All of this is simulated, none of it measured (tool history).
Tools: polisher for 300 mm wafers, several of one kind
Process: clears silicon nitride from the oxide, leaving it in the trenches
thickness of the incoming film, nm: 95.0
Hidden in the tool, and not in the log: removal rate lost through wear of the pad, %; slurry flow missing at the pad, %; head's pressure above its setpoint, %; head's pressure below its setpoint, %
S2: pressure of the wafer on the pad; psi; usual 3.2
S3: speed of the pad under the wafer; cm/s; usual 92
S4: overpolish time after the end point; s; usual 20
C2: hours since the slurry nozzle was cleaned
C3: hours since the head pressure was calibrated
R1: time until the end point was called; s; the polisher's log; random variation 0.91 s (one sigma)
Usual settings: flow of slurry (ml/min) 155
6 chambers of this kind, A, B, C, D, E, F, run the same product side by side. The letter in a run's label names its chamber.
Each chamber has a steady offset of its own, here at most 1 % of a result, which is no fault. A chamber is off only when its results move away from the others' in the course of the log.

Run 1E, hour 10.3: usual settings; wafers polished on this pad 150; C2 712.7; C3 407.1. Result: R1 104.23 s.
At hour 15.9: chamber A: worn pad replaced by a new one.
Run 2B, hour 18: usual settings; wafers polished on this pad 1023; C2 254.2; C3 866.9. Result: R1 102.47 s.
Run 3C, hour 27: usual settings; wafers polished on this pad 1311; C2 29.8; C3 383.3. Result: R1 104.08 s.
At hour 28.2: chamber D: worn pad replaced by a new one.
Run 4F, hour 37.9: usual settings; wafers polished on this pad 400; C2 187.8; C3 554.9. Result: R1 105.54 s.
Run 5D, hour 49.1: usual settings; wafers polished on this pad 175; C2 360.2; C3 459.6. Result: R1 104.46 s.
At hour 51.2: chamber C: worn pad replaced by a new one.
Run 6A, hour 57.7: usual settings; wafers polished on this pad 350; C2 377.2; C3 308.4. Result: R1 103.89 s.
At hour 60.4: chamber B: worn pad replaced by a new one.
Run 7E, hour 64.7: usual settings; wafers polished on this pad 607; C2 767.1; C3 461.5. Result: R1 105.39 s.
At hour 68.9: chamber F: worn pad replaced by a new one.
At hour 76.1: chamber E: worn pad replaced by a new one.
Run 8B, hour 76.4: usual settings; wafers polished on this pad 134; C2 312.6; C3 925.3. Result: R1 102.39 s.
At hour 81.2: chamber E: slurry nozzle cleaned.
Run 9F, hour 84.9: usual settings; wafers polished on this pad 134; C2 234.8; C3 601.9. Result: R1 104.72 s.
At hour 86.3: chamber F: slurry nozzle cleaned.
Run 10C, hour 95.7: usual settings; wafers polished on this pad 373; C2 98.5; C3 452. Result: R1 104.88 s.
Run 11D, hour 104.2: usual settings; wafers polished on this pad 637; C2 415.3; C3 514.7. Result: R1 101.75 s.
At hour 107.6: chamber D: worn pad replaced by a new one.
Run 12A, hour 112.4: usual settings; wafers polished on this pad 809; C2 431.9; C3 363.1. Result: R1 105.77 s.
Run 13D, hour 120.8: usual settings but flow of slurry (ml/min) 195, S4 31 s; wafers polished on this pad 110; C2 431.9; C3 531.3. Result: R1 102.55 s.
Run 14A, hour 130.9: usual settings but flow of slurry (ml/min) 195, S4 31 s; wafers polished on this pad 964; C2 450.4; C3 381.6. Result: R1 101.64 s.
At hour 132.6: chamber D: slurry nozzle cleaned.
Run 15F, hour 136.6: usual settings but flow of slurry (ml/min) 195, S4 31 s; wafers polished on this pad 567; C2 50.3; C3 653.6. Result: R1 101.63 s.
At hour 138.8: chamber A: worn pad replaced by a new one.
At hour 144.3: chamber F: worn pad replaced by a new one.
Run 16E, hour 146.5: usual settings but flow of slurry (ml/min) 195, S4 31 s; wafers polished on this pad 590; C2 65.3; C3 543.3. Result: R1 99.862 s.
Run 17B, hour 157.7: usual settings but flow of slurry (ml/min) 195, S4 31 s; wafers polished on this pad 816; C2 393.9; C3 1006.6. Result: R1 102.68 s.
At hour 165.4: chamber E: worn pad replaced by a new one.
Run 18C, hour 165.7: usual settings but flow of slurry (ml/min) 195, S4 31 s; wafers polished on this pad 960; C2 168.5; C3 522. Result: R1 101.09 s.
Run 19F, hour 172.4: usual settings; wafers polished on this pad 235; C2 86.1; C3 689.4. Result: R1 103.97 s.
Run 20B, hour 179.3: usual settings; wafers polished on this pad 997; C2 415.5; C3 1028.2. Result: R1 106.89 s.
Run 21A, hour 185.3: usual settings; wafers polished on this pad 390; C2 504.8; C3 436. Result: R1 105.32 s.
At hour 186.1: chamber B: worn pad replaced by a new one.
Run 22E, hour 191.3: usual settings; wafers polished on this pad 217; C2 110.1; C3 588.1. Result: R1 104.43 s.
Run 23D, hour 199.4: usual settings; wafers polished on this pad 769; C2 66.9; C3 609.9. Result: R1 105.55 s.
At hour 202.9: chamber C: head pressure recalibrated.
Run 24C, hour 208.2: usual settings; wafers polished on this pad 1316; C2 211; C3 5.3. Result: R1 104.14 s.
At hour 213.4: chamber D: worn pad replaced by a new one.
Run 25C, hour 217.2: usual settings; wafers polished on this pad 1391; C2 220; C3 14.3. Result: R1 105.26 s.
Run 26D, hour 222.5: usual settings; wafers polished on this pad 76; C2 90; C3 633. Result: R1 103.79 s.
At hour 226.1: chamber C: worn pad replaced by a new one.
At hour 227.2: chamber F: worn pad replaced by a new one.
Run 27F, hour 228: usual settings; wafers polished on this pad 7; C2 141.7; C3 745. Result: R1 103.2 s.
Run 28A, hour 234.8: usual settings; wafers polished on this pad 805; C2 554.3; C3 485.5. Result: R1 105.91 s.
At hour 236.4: chamber D: head pressure recalibrated.
At hour 238.5: chamber A: slurry nozzle cleaned.
Run 29B, hour 241: usual settings; wafers polished on this pad 460; C2 477.2; C3 1089.9. Result: R1 109.54 s.
At hour 242.3: chamber C: slurry nozzle cleaned.
Run 30E, hour 249.3: usual settings; wafers polished on this pad 704; C2 168.1; C3 646.1. Result: R1 104.92 s.
At hour 255.9: chamber E: worn pad replaced by a new one.
Run 31B, hour 259.4: usual settings; wafers polished on this pad 614; C2 495.6; C3 1108.3. Result: R1 109.71 s.
At hour 268.1: chamber E: head pressure recalibrated.
Run 32C, hour 269.9: usual settings; wafers polished on this pad 367; C2 27.7; C3 67. Result: R1 105.17 s.
Run 33D, hour 278.8: usual settings; wafers polished on this pad 548; C2 146.3; C3 42.4. Result: R1 102.97 s.
Run 34F, hour 285.3: usual settings; wafers polished on this pad 487; C2 199; C3 802.3. Result: R1 103.93 s.
At hour 291.1: chamber A: worn pad replaced by a new one.
At hour 291.9: chamber F: worn pad replaced by a new one.
Run 35E, hour 296.3: usual settings; wafers polished on this pad 339; C2 215.1; C3 28.2. Result: R1 105.35 s.
Run 36A, hour 303: usual settings; wafers polished on this pad 99; C2 64.6; C3 553.7. Result: R1 105.39 s.
Run 37E, hour 309.5: usual settings; wafers polished on this pad 450; C2 228.3; C3 41.4. Result: R1 106.61 s.
Run 38B, hour 318.9: usual settings; wafers polished on this pad 1113; C2 555.1; C3 1167.8. Result: R1 114.53 s.
Run 39F, hour 324.1: usual settings; wafers polished on this pad 270; C2 237.8; C3 841.1. Result: R1 103.5 s.
Run 40C, hour 331.8: usual settings; wafers polished on this pad 886; C2 89.6; C3 128.9. Result: R1 103.63 s.
Run 41A, hour 343.4: usual settings; wafers polished on this pad 438; C2 105; C3 594.1. Result: R1 105.05 s.

Is one chamber off against the others, does the gauge drift, or is nothing wrong? If a chamber is off, say which, and what the likeliest cause is.

Chamber B drifts away from the others.
Cause: slurry flow missing at the pad, % = 41.4.
The log may not tell that from: head's pressure below its setpoint, %.

Here are 4 candidates for chamber B's next run, each the usual settings with a change, their results left as question marks. Which one brings its results back in line with what the others give on the usual settings?
In line means no further than this from the other chambers' mean on the usual settings: R1 3.2 s
Run 42B-1, hour 351.8: usual settings but S3 82 cm/s. Result: R1 ?.
Run 42B-2, hour 351.8: usual settings but S2 3.6 psi, S3 104 cm/s. Result: R1 ?.
Run 42B-3, hour 351.8: usual settings but flow of slurry (ml/min) 145, S3 74 cm/s. Result: R1 ?.
Run 42B-4, hour 351.8: usual settings but S3 102 cm/s. Result: R1 ?.

The other chambers' mean on the usual settings: R1 104.64 s
  run      R1
42B-1  130.59
42B-2  91.562
42B-3  147.59
42B-4  104.88
42B-4 brings the chamber back in line.

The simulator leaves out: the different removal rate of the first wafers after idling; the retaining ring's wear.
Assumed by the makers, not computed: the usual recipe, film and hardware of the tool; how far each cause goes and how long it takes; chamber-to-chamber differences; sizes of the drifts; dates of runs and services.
